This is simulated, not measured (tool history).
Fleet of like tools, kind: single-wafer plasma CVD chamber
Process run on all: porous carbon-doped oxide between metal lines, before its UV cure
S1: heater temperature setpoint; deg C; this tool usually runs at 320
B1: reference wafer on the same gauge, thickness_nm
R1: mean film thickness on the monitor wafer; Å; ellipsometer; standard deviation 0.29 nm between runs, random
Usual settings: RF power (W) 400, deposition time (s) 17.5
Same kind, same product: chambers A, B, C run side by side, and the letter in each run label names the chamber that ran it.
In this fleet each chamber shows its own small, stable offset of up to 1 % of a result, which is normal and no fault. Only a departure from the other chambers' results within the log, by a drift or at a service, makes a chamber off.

run 1A day=0.642 | S1=320 RF_power_(W)=400 deposition_time_(s)=17.5 | B1=72.570 | R1=736.62
run 2C day=1.083 | S1=320 RF_power_(W)=400 deposition_time_(s)=17.5 | B1=72.520 | R1=735.31
run 3B day=1.458 | S1=320 RF_power_(W)=400 deposition_time_(s)=17.5 | B1=72.492 | R1=726.08
run 4B day=2.025 | S1=320 RF_power_(W)=400 deposition_time_(s)=17.5 | B1=72.477 | R1=727.56
run 5A day=2.354 | S1=320 RF_power_(W)=470 deposition_time_(s)=16.1 | B1=72.576 | R1=768.64
run 6C day=2.771 | S1=320 RF_power_(W)=470 deposition_time_(s)=16.1 | B1=72.545 | R1=768.34
run 7B day=3.383 | S1=320 RF_power_(W)=470 deposition_time_(s)=16.1 | B1=72.445 | R1=759.99
run 8C day=3.808 | S1=320 RF_power_(W)=400 deposition_time_(s)=17.5 | B1=72.516 | R1=738.23
run 9A day=4.329 | S1=320 RF_power_(W)=400 deposition_time_(s)=17.5 | B1=72.521 | R1=736.24
-- day=4.921 chamber C: RF generator calibrated
run 10B day=4.967 | S1=320 RF_power_(W)=400 deposition_time_(s)=17.5 | B1=72.505 | R1=726.91
run 11C day=5.367 | S1=320 RF_power_(W)=400 deposition_time_(s)=17.5 | B1=72.503 | R1=740.32
run 12A day=5.871 | S1=320 RF_power_(W)=400 deposition_time_(s)=17.5 | B1=72.467 | R1=739.37
run 13C day=6.421 | S1=320 RF_power_(W)=400 deposition_time_(s)=17.5 | B1=72.428 | R1=734.25
-- day=6.904 chamber A: thermocouple changed; heater temperature recalibrated
run 14A day=7.046 | S1=320 RF_power_(W)=400 deposition_time_(s)=17.5 | B1=72.560 | R1=729.92
run 15B day=7.625 | S1=320 RF_power_(W)=400 deposition_time_(s)=17.5 | B1=72.462 | R1=728.17
run 16C day=8.125 | S1=320 RF_power_(W)=400 deposition_time_(s)=17.5 | B1=72.557 | R1=741.12
run 17B day=8.629 | S1=314 RF_power_(W)=400 deposition_time_(s)=17.5 | B1=72.464 | R1=753.20
run 18A day=9.038 | S1=314 RF_power_(W)=400 deposition_time_(s)=17.5 | B1=72.524 | R1=753.98
run 19C day=9.467 | S1=314 RF_power_(W)=400 deposition_time_(s)=17.5 | B1=72.541 | R1=758.54
run 20B day=9.804 | S1=320 RF_power_(W)=400 deposition_time_(s)=17.5 | B1=72.435 | R1=725.22
run 21A day=10.362 | S1=320 RF_power_(W)=400 deposition_time_(s)=17.5 | B1=72.486 | R1=731.93
run 22B day=10.696 | S1=320 RF_power_(W)=400 deposition_time_(s)=17.5 | B1=72.545 | R1=728.51
run 23C day=11.154 | S1=309 RF_power_(W)=370 deposition_time_(s)=17.5 | B1=72.529 | R1=736.61
run 24A day=11.496 | S1=309 RF_power_(W)=370 deposition_time_(s)=17.5 | B1=72.441 | R1=719.46
run 25C day=11.988 | S1=309 RF_power_(W)=370 deposition_time_(s)=17.5 | B1=72.455 | R1=734.24
run 26A day=12.471 | S1=320 RF_power_(W)=400 deposition_time_(s)=17.5 | B1=72.552 | R1=729.32
run 27B day=12.862 | S1=320 RF_power_(W)=400 deposition_time_(s)=17.5 | B1=72.464 | R1=722.00
run 28A day=13.408 | S1=320 RF_power_(W)=400 deposition_time_(s)=17.5 | B1=72.477 | R1=722.03
run 29C day=14.038 | S1=320 RF_power_(W)=400 deposition_time_(s)=17.5 | B1=72.506 | R1=735.21
run 30B day=14.621 | S1=320 RF_power_(W)=400 deposition_time_(s)=17.5 | B1=72.507 | R1=726.23
run 31A day=14.908 | S1=334 RF_power_(W)=400 deposition_time_(s)=17.5 | B1=72.478 | R1=669.86
run 32B day=15.296 | S1=334 RF_power_(W)=400 deposition_time_(s)=17.5 | B1=72.445 | R1=681.49
run 33C day=15.592 | S1=334 RF_power_(W)=400 deposition_time_(s)=17.5 | B1=72.486 | R1=685.04
run 34C day=16.000 | S1=320 RF_power_(W)=400 deposition_time_(s)=18.9 | B1=72.527 | R1=795.98
run 35A day=16.512 | S1=320 RF_power_(W)=400 deposition_time_(s)=18.9 | B1=72.465 | R1=761.67
run 36B day=16.862 | S1=320 RF_power_(W)=400 deposition_time_(s)=18.9 | B1=72.499 | R1=778.38
run 37B day=17.375 | S1=320 RF_power_(W)=400 deposition_time_(s)=17.5 | B1=72.423 | R1=722.72
run 38A day=17.775 | S1=320 RF_power_(W)=400 deposition_time_(s)=17.5 | B1=72.450 | R1=710.22
run 39C day=18.396 | S1=320 RF_power_(W)=400 deposition_time_(s)=17.5 | B1=72.523 | R1=738.23
run 40A day=18.846 | S1=320 RF_power_(W)=400 deposition_time_(s)=17.5 | B1=72.520 | R1=709.82

One chamber off, gauge drift, or nothing amiss beyond the chambers' own small offsets? If it is a chamber, which one, and what is the likeliest cause?

Chamber A drifts away from the others.
What lies behind it: delivered RF power below the setpoint (%) = 5.09.

Which of the 4 candidates below, each the usual settings with something changed and its results left as question marks, puts chamber A back in line with what the other chambers give on the usual settings?
Maximum distance from the other chambers' mean on the usual settings for a result to count as in line: R1 10.00 Å
run 41A-1 day=19.317 | S1=320 RF_power_(W)=395 deposition_time_(s)=17.1 | R1=?
run 41A-2 day=19.317 | S1=320 RF_power_(W)=400 deposition_time_(s)=17.3 | R1=?
run 41A-3 day=19.317 | S1=320 RF_power_(W)=400 deposition_time_(s)=17.7 | R1=?
run 41A-4 day=19.317 | S1=313 RF_power_(W)=400 deposition_time_(s)=17.5 | R1=?

The mean the other chambers reach with the usual settings: R1 730.93 Å
run=41A-1 R1=683.15
run=41A-2 R1=698.13
run=41A-3 R1=713.69
run=41A-4 R1=731.54
41A-4 is the one that brings the chamber's results back in line with the other chambers.
